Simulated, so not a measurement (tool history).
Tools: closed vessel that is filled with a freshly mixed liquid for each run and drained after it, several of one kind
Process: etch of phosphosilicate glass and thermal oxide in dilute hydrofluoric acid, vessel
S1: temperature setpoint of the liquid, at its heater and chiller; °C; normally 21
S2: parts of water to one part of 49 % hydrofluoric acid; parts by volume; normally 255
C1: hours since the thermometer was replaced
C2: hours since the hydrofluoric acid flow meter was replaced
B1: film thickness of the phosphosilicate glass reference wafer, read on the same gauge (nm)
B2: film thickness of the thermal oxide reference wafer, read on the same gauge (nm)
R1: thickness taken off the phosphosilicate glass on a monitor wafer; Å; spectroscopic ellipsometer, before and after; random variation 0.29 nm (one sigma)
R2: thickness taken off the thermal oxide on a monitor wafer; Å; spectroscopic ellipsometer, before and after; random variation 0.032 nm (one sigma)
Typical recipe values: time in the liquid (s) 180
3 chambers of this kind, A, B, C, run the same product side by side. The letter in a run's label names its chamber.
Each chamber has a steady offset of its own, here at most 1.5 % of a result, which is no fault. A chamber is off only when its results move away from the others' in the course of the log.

Run 1C, hour 7.6: usual settings; C1 361.6; C2 479.5; B1 50.000; B2 149.98. Result: R1 324.91 Å, R2 24.358 Å.
Run 2A, hour 12.1: usual settings; C1 162.4; C2 303.0; B1 49.994; B2 150.01. Result: R1 318.67 Å, R2 24.033 Å.
Run 3B, hour 19.6: usual settings; C1 970.6; C2 501.8; B1 49.998; B2 149.99. Result: R1 322.03 Å, R2 24.153 Å.
Run 4C, hour 23.6: usual settings; C1 377.6; C2 495.5; B1 50.006; B2 149.98. Result: R1 326.42 Å, R2 23.679 Å.
Run 5B, hour 29.4: usual settings; C1 980.4; C2 511.6; B1 50.001; B2 150.02. Result: R1 319.30 Å, R2 23.942 Å.
Run 6A, hour 33.5: usual settings; C1 183.8; C2 324.4; B1 50.018; B2 149.99. Result: R1 320.90 Å, R2 23.843 Å.
Run 7B, hour 39.8: usual settings; C1 990.8; C2 522.0; B1 50.009; B2 150.00. Result: R1 324.13 Å, R2 24.038 Å.
Run 8C, hour 47.6: usual settings; C1 401.6; C2 519.5; B1 50.002; B2 149.99. Result: R1 324.17 Å, R2 24.212 Å.
Run 9A, hour 53.8: usual settings; C1 204.1; C2 344.7; B1 50.008; B2 150.00. Result: R1 325.88 Å, R2 23.978 Å.
Run 10B, hour 57.4: usual settings; C1 1008.4; C2 539.6; B1 50.002; B2 150.02. Result: R1 318.58 Å, R2 24.238 Å.
Run 11C, hour 62.1: usual settings; C1 416.1; C2 534.0; B1 49.997; B2 150.01. Result: R1 325.72 Å, R2 23.918 Å.
Run 12A, hour 65.8: usual settings; C1 216.1; C2 356.7; B1 49.989; B2 149.97. Result: R1 319.31 Å, R2 23.957 Å.
Run 13C, hour 72.8: usual settings; C1 426.8; C2 544.7; B1 49.995; B2 149.99. Result: R1 318.42 Å, R2 24.134 Å.
Run 14A, hour 78.9: usual settings; C1 229.2; C2 369.8; B1 50.026; B2 150.02. Result: R1 323.62 Å, R2 23.944 Å.
Run 15B, hour 84.9: usual settings; C1 1035.9; C2 567.1; B1 50.013; B2 150.00. Result: R1 320.33 Å, R2 24.708 Å.
Run 16A, hour 92.6: usual settings; C1 242.9; C2 383.5; B1 50.013; B2 149.99. Result: R1 322.68 Å, R2 24.450 Å.
Run 17C, hour 96.6: usual settings; C1 450.6; C2 568.5; B1 50.009; B2 150.00. Result: R1 329.30 Å, R2 24.295 Å.
Run 18B, hour 102.0: usual settings; C1 1053.0; C2 584.2; B1 49.997; B2 150.01. Result: R1 321.86 Å, R2 24.273 Å.
Run 19B, hour 108.6: usual settings; C1 1059.6; C2 590.8; B1 50.026; B2 150.02. Result: R1 313.92 Å, R2 24.150 Å.
Run 20C, hour 113.2: usual settings but S1 19 °C, time in the liquid (s) 245; C1 467.2; C2 585.1; B1 49.997; B2 150.03. Result: R1 409.93 Å, R2 30.686 Å.
Run 21A, hour 119.0: usual settings but S1 19 °C, time in the liquid (s) 245; C1 269.3; C2 409.9; B1 50.010; B2 150.00. Result: R1 421.54 Å, R2 31.344 Å.
Run 22C, hour 123.0: usual settings but S1 19 °C, time in the liquid (s) 245; C1 477.0; C2 594.9; B1 49.991; B2 150.02. Result: R1 409.10 Å, R2 29.884 Å.
Run 23B, hour 129.3: usual settings; C1 1080.3; C2 611.5; B1 50.008; B2 149.97. Result: R1 321.05 Å, R2 24.050 Å.
Run 24A, hour 135.1: usual settings; C1 285.4; C2 426.0; B1 50.003; B2 150.00. Result: R1 337.41 Å, R2 24.969 Å.
Run 25A, hour 142.2: usual settings; C1 292.5; C2 433.1; B1 49.978; B2 150.00. Result: R1 344.13 Å, R2 24.851 Å.
Run 26C, hour 148.4: usual settings; C1 502.4; C2 620.3; B1 49.997; B2 150.00. Result: R1 320.31 Å, R2 23.957 Å.
Run 27B, hour 153.8: usual settings; C1 1104.8; C2 636.0; B1 49.982; B2 150.00. Result: R1 317.97 Å, R2 23.922 Å.
Run 28A, hour 160.4: usual settings; C1 310.7; C2 451.3; B1 49.988; B2 150.01. Result: R1 343.89 Å, R2 25.095 Å.
Run 29B, hour 165.8: usual settings; C1 1116.8; C2 648.0; B1 50.025; B2 150.02. Result: R1 316.86 Å, R2 24.170 Å.
Run 30C, hour 172.6: usual settings; C1 526.6; C2 644.5; B1 49.989; B2 150.00. Result: R1 325.64 Å, R2 24.088 Å.
Run 31A, hour 178.0: usual settings; C1 328.3; C2 468.9; B1 50.001; B2 150.04. Result: R1 354.38 Å, R2 25.830 Å.
Run 32B, hour 183.0: usual settings; C1 1134.0; C2 665.2; B1 50.005; B2 149.99. Result: R1 326.41 Å, R2 24.122 Å.
Run 33C, hour 189.9: usual settings; C1 543.9; C2 661.8; B1 49.970; B2 150.00. Result: R1 325.50 Å, R2 24.168 Å.
Run 34B, hour 197.3: usual settings; C1 1148.3; C2 679.5; B1 49.994; B2 149.97. Result: R1 323.88 Å, R2 24.263 Å.
Run 35A, hour 201.7: usual settings but S1 19 °C, S2 360 parts by volume; C1 352.0; C2 492.6; B1 50.003; B2 150.03. Result: R1 218.03 Å, R2 16.366 Å.
Run 36C, hour 206.7: usual settings but S1 19 °C, S2 360 parts by volume; C1 560.7; C2 678.6; B1 50.000; B2 149.99. Result: R1 196.64 Å, R2 14.071 Å.
Run 37C, hour 213.4: usual settings but S1 19 °C, S2 360 parts by volume; C1 567.4; C2 685.3; B1 49.980; B2 150.01. Result: R1 195.49 Å, R2 14.142 Å.

One chamber off, gauge drift, or nothing amiss beyond the chambers' own small offsets? If it is a chamber, which one, and what is the likeliest cause?

One chamber, A, drifts off from the rest bit by bit.
What lies behind it: hydrofluoric acid flow above the setpoint (%) = 11.4.

Which of the 4 candidates below, each the usual settings with something changed and its results left as question marks, puts chamber A back in line with what the other chambers give on the usual settings?
In line means no further than this from the other chambers' mean on the usual settings: R1 10.00 Å; R2 1.100 Å
Run 38A-1, hour 219.1: usual settings but S2 250 parts by volume, time in the liquid (s) 185. Result: R1 ?, R2 ?.
Run 38A-2, hour 219.1: usual settings but S2 240 parts by volume, time in the liquid (s) 190. Result: R1 ?, R2 ?.
Run 38A-3, hour 219.1: usual settings but S2 260 parts by volume, time in the liquid (s) 175. Result: R1 ?, R2 ?.
Run 38A-4, hour 219.1: usual settings but S2 270 parts by volume, time in the liquid (s) 170. Result: R1 ?, R2 ?.

What the other chambers average on the usual settings: R1 323.00 Å; R2 24.094 Å
  run      R1      R2
38A-1  387.31  28.864
38A-2  418.24  31.169
38A-3  349.02  26.011
38A-4  323.53  24.111
38A-4 puts the chamber back in line with the other chambers.
